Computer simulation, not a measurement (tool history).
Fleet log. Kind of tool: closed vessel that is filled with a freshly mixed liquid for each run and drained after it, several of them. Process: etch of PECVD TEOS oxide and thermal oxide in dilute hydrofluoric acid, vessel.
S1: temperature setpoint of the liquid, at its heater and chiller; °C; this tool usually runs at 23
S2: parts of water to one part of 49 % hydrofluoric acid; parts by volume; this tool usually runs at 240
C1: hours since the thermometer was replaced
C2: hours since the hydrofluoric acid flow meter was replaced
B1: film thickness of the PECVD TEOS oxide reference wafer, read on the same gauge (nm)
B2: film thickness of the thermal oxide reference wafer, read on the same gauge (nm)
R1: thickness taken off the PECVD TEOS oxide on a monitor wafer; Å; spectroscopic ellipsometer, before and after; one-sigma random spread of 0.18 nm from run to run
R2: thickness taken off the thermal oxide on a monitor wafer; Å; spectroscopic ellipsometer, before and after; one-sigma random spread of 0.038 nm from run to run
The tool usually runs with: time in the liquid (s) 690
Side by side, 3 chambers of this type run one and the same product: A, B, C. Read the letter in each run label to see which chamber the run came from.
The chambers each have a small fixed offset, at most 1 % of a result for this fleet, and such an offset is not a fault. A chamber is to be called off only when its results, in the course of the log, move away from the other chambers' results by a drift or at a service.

run 1B hour=8.8 | S1=23 S2=240 time_in_the_liquid_(s)=690 | C1=3042.9 C2=125.4 | B1=80.000 B2=129.99 | R1=363.18 R2=112.900
run 2A hour=14.6 | S1=23 S2=240 time_in_the_liquid_(s)=690 | C1=1036.9 C2=2081.6 | B1=80.036 B2=130.01 | R1=357.09 R2=112.330
run 3C hour=24.5 | S1=23 S2=240 time_in_the_liquid_(s)=690 | C1=686.7 C2=802.1 | B1=80.018 B2=130.02 | R1=361.88 R2=111.520
run 4C hour=32.9 | S1=23 S2=240 time_in_the_liquid_(s)=690 | C1=695.1 C2=810.5 | B1=80.040 B2=130.02 | R1=358.17 R2=111.810
run 5A hour=41.8 | S1=23 S2=240 time_in_the_liquid_(s)=690 | C1=1064.1 C2=2108.8 | B1=80.014 B2=129.99 | R1=357.86 R2=112.320
-- hour=43.2 chamber A: thermometer replaced
run 6B hour=50.3 | S1=23 S2=240 time_in_the_liquid_(s)=690 | C1=3084.4 C2=166.9 | B1=79.975 B2=129.98 | R1=359.27 R2=113.300
run 7B hour=58.5 | S1=23 S2=240 time_in_the_liquid_(s)=690 | C1=3092.6 C2=175.1 | B1=80.011 B2=130.01 | R1=363.62 R2=112.580
run 8A hour=63.8 | S1=23 S2=240 time_in_the_liquid_(s)=690 | C1=20.7 C2=2130.8 | B1=80.020 B2=129.97 | R1=360.82 R2=111.900
-- hour=66.2 chamber B: thermometer replaced
run 9C hour=71.5 | S1=23 S2=240 time_in_the_liquid_(s)=690 | C1=733.7 C2=849.1 | B1=80.025 B2=130.01 | R1=360.60 R2=111.390
run 10B hour=79.3 | S1=23 S2=305 time_in_the_liquid_(s)=690 | C1=13.2 C2=195.9 | B1=80.000 B2=129.98 | R1=267.01 R2=84.340
run 11C hour=90.5 | S1=23 S2=305 time_in_the_liquid_(s)=690 | C1=752.7 C2=868.1 | B1=79.985 B2=129.99 | R1=267.05 R2=82.240
run 12A hour=96.7 | S1=23 S2=305 time_in_the_liquid_(s)=690 | C1=53.6 C2=2163.7 | B1=80.004 B2=130.00 | R1=270.10 R2=83.512
run 13C hour=103.1 | S1=23 S2=240 time_in_the_liquid_(s)=690 | C1=765.3 C2=880.7 | B1=80.007 B2=130.02 | R1=359.07 R2=112.510
run 14B hour=114.0 | S1=23 S2=240 time_in_the_liquid_(s)=690 | C1=47.9 C2=230.6 | B1=79.973 B2=130.03 | R1=367.00 R2=113.560
-- hour=114.2 chamber A: hydrofluoric acid flow meter replaced
run 15A hour=123.5 | S1=23 S2=240 time_in_the_liquid_(s)=690 | C1=80.4 C2=9.3 | B1=80.021 B2=129.98 | R1=358.89 R2=112.650
run 16A hour=131.6 | S1=23 S2=240 time_in_the_liquid_(s)=690 | C1=88.5 C2=17.4 | B1=79.987 B2=130.00 | R1=362.48 R2=111.570
run 17C hour=140.5 | S1=23 S2=240 time_in_the_liquid_(s)=690 | C1=802.7 C2=918.1 | B1=80.004 B2=129.98 | R1=359.01 R2=111.200
run 18B hour=147.5 | S1=23 S2=240 time_in_the_liquid_(s)=690 | C1=81.4 C2=264.1 | B1=80.019 B2=129.99 | R1=363.38 R2=113.640
run 19C hour=158.5 | S1=23 S2=240 time_in_the_liquid_(s)=690 | C1=820.7 C2=936.1 | B1=80.009 B2=129.98 | R1=359.03 R2=112.200
run 20B hour=169.0 | S1=23 S2=240 time_in_the_liquid_(s)=690 | C1=102.9 C2=285.6 | B1=80.025 B2=129.99 | R1=363.68 R2=113.000
run 21A hour=174.7 | S1=23 S2=240 time_in_the_liquid_(s)=690 | C1=131.6 C2=60.5 | B1=80.008 B2=129.99 | R1=362.78 R2=112.820
run 22B hour=184.5 | S1=23 S2=240 time_in_the_liquid_(s)=690 | C1=118.4 C2=301.1 | B1=80.002 B2=129.99 | R1=360.98 R2=113.870
run 23C hour=192.8 | S1=23 S2=240 time_in_the_liquid_(s)=690 | C1=855.0 C2=970.4 | B1=79.994 B2=129.98 | R1=360.52 R2=111.140
run 24A hour=201.8 | S1=23 S2=240 time_in_the_liquid_(s)=690 | C1=158.7 C2=87.6 | B1=80.019 B2=130.03 | R1=361.17 R2=111.730
run 25C hour=213.3 | S1=23 S2=240 time_in_the_liquid_(s)=690 | C1=875.5 C2=990.9 | B1=80.001 B2=129.99 | R1=360.83 R2=111.200
run 26A hour=220.6 | S1=23 S2=240 time_in_the_liquid_(s)=690 | C1=177.5 C2=106.4 | B1=79.991 B2=130.02 | R1=360.14 R2=112.130
run 27B hour=231.2 | S1=23 S2=240 time_in_the_liquid_(s)=690 | C1=165.1 C2=347.8 | B1=80.003 B2=130.00 | R1=365.90 R2=113.760
run 28A hour=236.3 | S1=23 S2=240 time_in_the_liquid_(s)=690 | C1=193.2 C2=122.1 | B1=79.997 B2=129.98 | R1=362.29 R2=112.700
run 29B hour=241.7 | S1=23 S2=240 time_in_the_liquid_(s)=690 | C1=175.6 C2=358.3 | B1=80.009 B2=130.01 | R1=364.88 R2=113.360
run 30C hour=246.7 | S1=23 S2=240 time_in_the_liquid_(s)=690 | C1=908.9 C2=1024.3 | B1=79.978 B2=129.98 | R1=361.96 R2=111.140
run 31A hour=255.9 | S1=23 S2=240 time_in_the_liquid_(s)=690 | C1=212.8 C2=141.7 | B1=79.997 B2=130.03 | R1=362.05 R2=112.420
run 32C hour=261.0 | S1=23 S2=240 time_in_the_liquid_(s)=690 | C1=923.2 C2=1038.6 | B1=80.006 B2=130.03 | R1=361.38 R2=111.330

All 3 chambers run these settings next. Forecast each chamber's results:
run 33A hour=269.3 | S1=23 S2=240 time_in_the_liquid_(s)=690 | R1=? R2=?
run 33B hour=269.3 | S1=23 S2=240 time_in_the_liquid_(s)=690 | R1=? R2=?
run 33C hour=269.3 | S1=23 S2=240 time_in_the_liquid_(s)=690 | R1=? R2=?

run=33A R1=361.64 R2=112.810
run=33B R1=363.13 R2=114.140
run=33C R1=361.29 R2=111.460
